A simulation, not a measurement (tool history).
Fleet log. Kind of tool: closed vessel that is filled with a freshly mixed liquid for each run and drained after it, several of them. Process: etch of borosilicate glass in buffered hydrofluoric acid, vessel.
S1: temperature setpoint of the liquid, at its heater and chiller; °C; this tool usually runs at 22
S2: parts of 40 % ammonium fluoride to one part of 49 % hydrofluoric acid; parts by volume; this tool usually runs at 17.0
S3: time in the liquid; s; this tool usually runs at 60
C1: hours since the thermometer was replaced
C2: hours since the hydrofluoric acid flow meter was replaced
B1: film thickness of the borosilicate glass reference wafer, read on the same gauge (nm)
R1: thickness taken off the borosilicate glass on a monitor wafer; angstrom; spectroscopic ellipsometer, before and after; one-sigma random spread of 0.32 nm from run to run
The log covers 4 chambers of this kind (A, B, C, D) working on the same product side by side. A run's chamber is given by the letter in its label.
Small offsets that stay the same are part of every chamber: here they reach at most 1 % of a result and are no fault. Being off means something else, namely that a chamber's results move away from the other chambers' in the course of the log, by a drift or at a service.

| run | hour | S1 | S2 | S3 | C1 | C2 | B1 | R1 |
|---|---|---|---|---|---|---|---|---|
| 1B | 4.4 | 22 | 17.0 | 60 | 285.1 | 509.6 | 149.96 | 392.29 |
| 2C | 8.7 | 22 | 17.0 | 60 | 2526.4 | 441.8 | 150.03 | 397.56 |
| 3D | 12.3 | 22 | 17.0 | 60 | 677.2 | 876.5 | 150.01 | 393.18 |
| 4A | 15.7 | 22 | 17.0 | 60 | 356.1 | 1476.9 | 149.99 | 392.95 |
| 5C | 19.2 | 22 | 17.0 | 60 | 2536.9 | 452.3 | 150.01 | 389.11 |
| 6A | 26.0 | 22 | 17.0 | 60 | 366.4 | 1487.2 | 149.98 | 390.31 |
| 7D | 33.0 | 22 | 17.0 | 60 | 697.9 | 897.2 | 150.00 | 397.18 |
| 8B | 37.6 | 22 | 17.0 | 60 | 318.3 | 542.8 | 150.00 | 390.39 |
| 9A | 42.0 | 24 | 17.0 | 50 | 382.4 | 1503.2 | 149.98 | 365.60 |
| 10C | 48.3 | 24 | 17.0 | 50 | 2566.0 | 481.4 | 150.02 | 367.41 |
| 11D | 53.9 | 24 | 17.0 | 50 | 718.8 | 918.1 | 149.98 | 372.68 |
| 12B | 61.0 | 24 | 17.0 | 50 | 341.7 | 566.2 | 149.98 | 361.64 |
| 13A | 65.5 | 22 | 17.0 | 60 | 405.9 | 1526.7 | 150.01 | 384.78 |
| 14B | 69.5 | 22 | 14.5 | 70 | 350.2 | 574.7 | 150.00 | 540.22 |
| 15D | 74.7 | 22 | 14.5 | 70 | 739.6 | 938.9 | 150.00 | 539.21 |
| 16C | 81.0 | 22 | 14.5 | 70 | 2598.7 | 514.1 | 149.99 | 535.77 |
| 17A | 85.3 | 22 | 14.5 | 70 | 425.7 | 1546.5 | 149.99 | 525.91 |
| 18D | 90.8 | 22 | 17.0 | 60 | 755.7 | 955.0 | 149.99 | 400.49 |
| 19B | 94.9 | 22 | 17.0 | 60 | 375.6 | 600.1 | 149.98 | 396.25 |
| 20C | 102.2 | 22 | 17.0 | 60 | 2619.9 | 535.3 | 149.99 | 392.07 |
| 21C | 109.6 | 22 | 17.0 | 60 | 2627.3 | 542.7 | 149.95 | 391.61 |
| 22B | 116.4 | 18 | 17.0 | 40 | 397.1 | 621.6 | 150.01 | 211.76 |
| 23A | 123.5 | 18 | 17.0 | 40 | 463.9 | 1584.7 | 149.98 | 199.73 |
| 24D | 130.4 | 18 | 17.0 | 40 | 795.3 | 994.6 | 150.01 | 211.55 |
| 25A | 134.9 | 18 | 17.0 | 40 | 475.3 | 1596.1 | 149.97 | 199.87 |
| 26D | 139.6 | 22 | 17.0 | 60 | 804.5 | 1003.8 | 149.98 | 397.71 |
|  | 140.5 | chamber A: hydrofluoric acid flow meter replaced |
| 27B | 145.3 | 22 | 17.0 | 60 | 426.0 | 650.5 | 150.01 | 394.32 |
| 28C | 149.1 | 22 | 17.0 | 60 | 2666.8 | 582.2 | 149.99 | 396.47 |
| 29B | 152.9 | 22 | 17.0 | 60 | 433.6 | 658.1 | 150.00 | 391.06 |
| 30D | 156.4 | 22 | 17.0 | 60 | 821.3 | 1020.6 | 149.98 | 399.97 |
| 31A | 161.7 | 22 | 17.0 | 60 | 502.1 | 21.3 | 150.00 | 368.43 |
| 32C | 165.8 | 22 | 17.0 | 60 | 2683.5 | 598.9 | 150.02 | 391.77 |

Has any chamber moved away from the others, gradually or after a service, or does the common gauge drift, or do the chambers differ only by their own small steady offsets? State the chamber and the most likely cause if one applies.

Chamber A drifts away from the others.
What lies behind it: liquid colder than its thermometer reads (K) = 1.44.

Below are 4 candidate recipes for chamber A's next run, each the usual settings with a change, their results shown as question marks. Which of them brings A's results back in line with what the other chambers give on the usual settings?
In line means no further than this from the other chambers' mean on the usual settings: R1 11.00 angstrom
| 33A-1 | 171.2 | 20.5 | 17.0 | 60 |  |  |  | ? |
| 33A-2 | 171.2 | 24.5 | 17.0 | 60 |  |  |  | ? |
| 33A-3 | 171.2 | 22.0 | 17.0 | 65 |  |  |  | ? |
| 33A-4 | 171.2 | 22.0 | 19.5 | 60 |  |  |  | ? |

The mean the other chambers reach with the usual settings: R1 395.05 angstrom
| run | R1 |
|---|---|
| 33A-1 | 337.09 |
| 33A-2 | 420.18 |
| 33A-3 | 396.86 |
| 33A-4 | 319.71 |
33A-3 brings the chamber back in line.

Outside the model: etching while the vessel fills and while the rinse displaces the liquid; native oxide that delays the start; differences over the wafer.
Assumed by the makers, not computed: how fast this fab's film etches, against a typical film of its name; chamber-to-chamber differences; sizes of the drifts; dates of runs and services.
